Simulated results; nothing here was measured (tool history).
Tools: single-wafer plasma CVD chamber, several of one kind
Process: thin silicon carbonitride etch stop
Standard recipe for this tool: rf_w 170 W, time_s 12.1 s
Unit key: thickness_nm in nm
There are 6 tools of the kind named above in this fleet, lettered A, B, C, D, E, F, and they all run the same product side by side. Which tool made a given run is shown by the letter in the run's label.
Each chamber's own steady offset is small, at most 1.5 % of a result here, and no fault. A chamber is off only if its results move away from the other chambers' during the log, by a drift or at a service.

run	hour	rf_w	time_s	hours since the last thermocouple change	hours since the last RF generator calibration	read-back reference wafer on the same gauge, thickness_nm	thickness_nm
1E	6.9	170	12.1	170.2	1114	5.5273	6.6278
2C	16.6	170	12.1	824.6	947.5	5.5282	6.6013
3F	25.1	170	12.1	1248.7	1287.1	5.5257	6.6088
4B	31.7	170	12.1	571	363.2	5.5267	6.5536
5A	40.6	170	12.1	1696.9	768.7	5.5225	6.5478
6D	49.3	170	12.1	1856.7	471	5.5242	6.6027
7D	54.8	170	12.1	1862.2	476.5	5.5237	6.6024
8A	62.8	170	12.1	1719.1	790.9	5.5238	6.5437
9B	71.7	170	12.1	611	403.2	5.5217	6.5422
# hour 78.2: chamber A: RF generator calibrated
10F	81.7	170	12.1	1305.3	1343.7	5.5218	6.6042
11E	89.5	170	12.1	252.8	1196.6	5.5194	6.6341
12C	98.6	170	12.1	906.6	1029.5	5.5209	6.57
13C	108.4	150	12.1	916.4	1039.3	5.5178	6.3239
14D	116.2	150	12.1	1923.6	537.9	5.5158	6.3528
15B	121.7	150	12.1	661	453.2	5.5151	6.2777
16A	129.4	150	12.1	1785.7	51.3	5.5151	6.2967
17E	137.5	150	12.1	300.8	1244.6	5.5163	6.3682
18F	148	150	12.1	1371.6	1410	5.5138	6.3449
19A	153.8	170	12.1	1810.1	75.7	5.5114	6.53
20D	160.3	170	12.1	1967.7	582	5.5106	6.5705
21C	166.9	170	12.1	974.9	1097.8	5.5073	6.5425
22F	177.1	170	12.1	1400.7	1439.1	5.5094	6.577
23B	186.3	150	12.1	725.6	517.8	5.5106	6.2486
24E	196.7	150	12.1	360	1303.8	5.5065	6.3614
25B	202	150	12.1	741.3	533.5	5.5061	6.2759
26F	208.9	150	12.1	1432.5	1470.9	5.5088	6.3407
27D	217.1	150	12.1	2024.5	638.8	5.5062	6.3193
28A	222.1	150	12.1	1878.4	144	5.5075	6.2638
29C	229.2	170	12.1	1037.2	1160.1	5.5045	6.5316
30E	239.4	170	12.1	402.7	1346.5	5.5024	6.5941
31B	247.9	170	12.1	787.2	579.4	5.501	6.5092
32C	253.5	185	11.3	1061.5	1184.4	5.5016	6.2515
33A	261.4	185	11.3	1917.7	183.3	5.5025	6.2425
34F	268.7	185	11.3	1492.3	1530.7	5.5013	6.2915
35E	279	185	11.3	442.3	1386.1	5.4964	6.3163
36D	286.5	185	11.3	2093.9	708.2	5.4978	6.2916
37D	291.5	185	11.3	2098.9	713.2	5.4972	6.2706
38B	297.8	170	12.1	837.1	629.3	5.4958	6.5036
39E	306.2	170	12.1	469.5	1413.3	5.4928	6.6036
40A	315.1	170	12.1	1971.4	237	5.4945	6.5017
41C	324.3	170	12.1	1132.3	1255.2	5.4944	6.5395
42F	329.7	150	13.9	1553.3	1591.7	5.4947	7.2607

What goes on in this fleet: one chamber off, a drifting gauge, or nothing beyond the chambers' own small offsets? Name the chamber and the cause, if any.

None of the chambers is off. What moves is the gauge, dragging all their readings along together.
What lies behind it: gauge reads low (%) = 0.699.

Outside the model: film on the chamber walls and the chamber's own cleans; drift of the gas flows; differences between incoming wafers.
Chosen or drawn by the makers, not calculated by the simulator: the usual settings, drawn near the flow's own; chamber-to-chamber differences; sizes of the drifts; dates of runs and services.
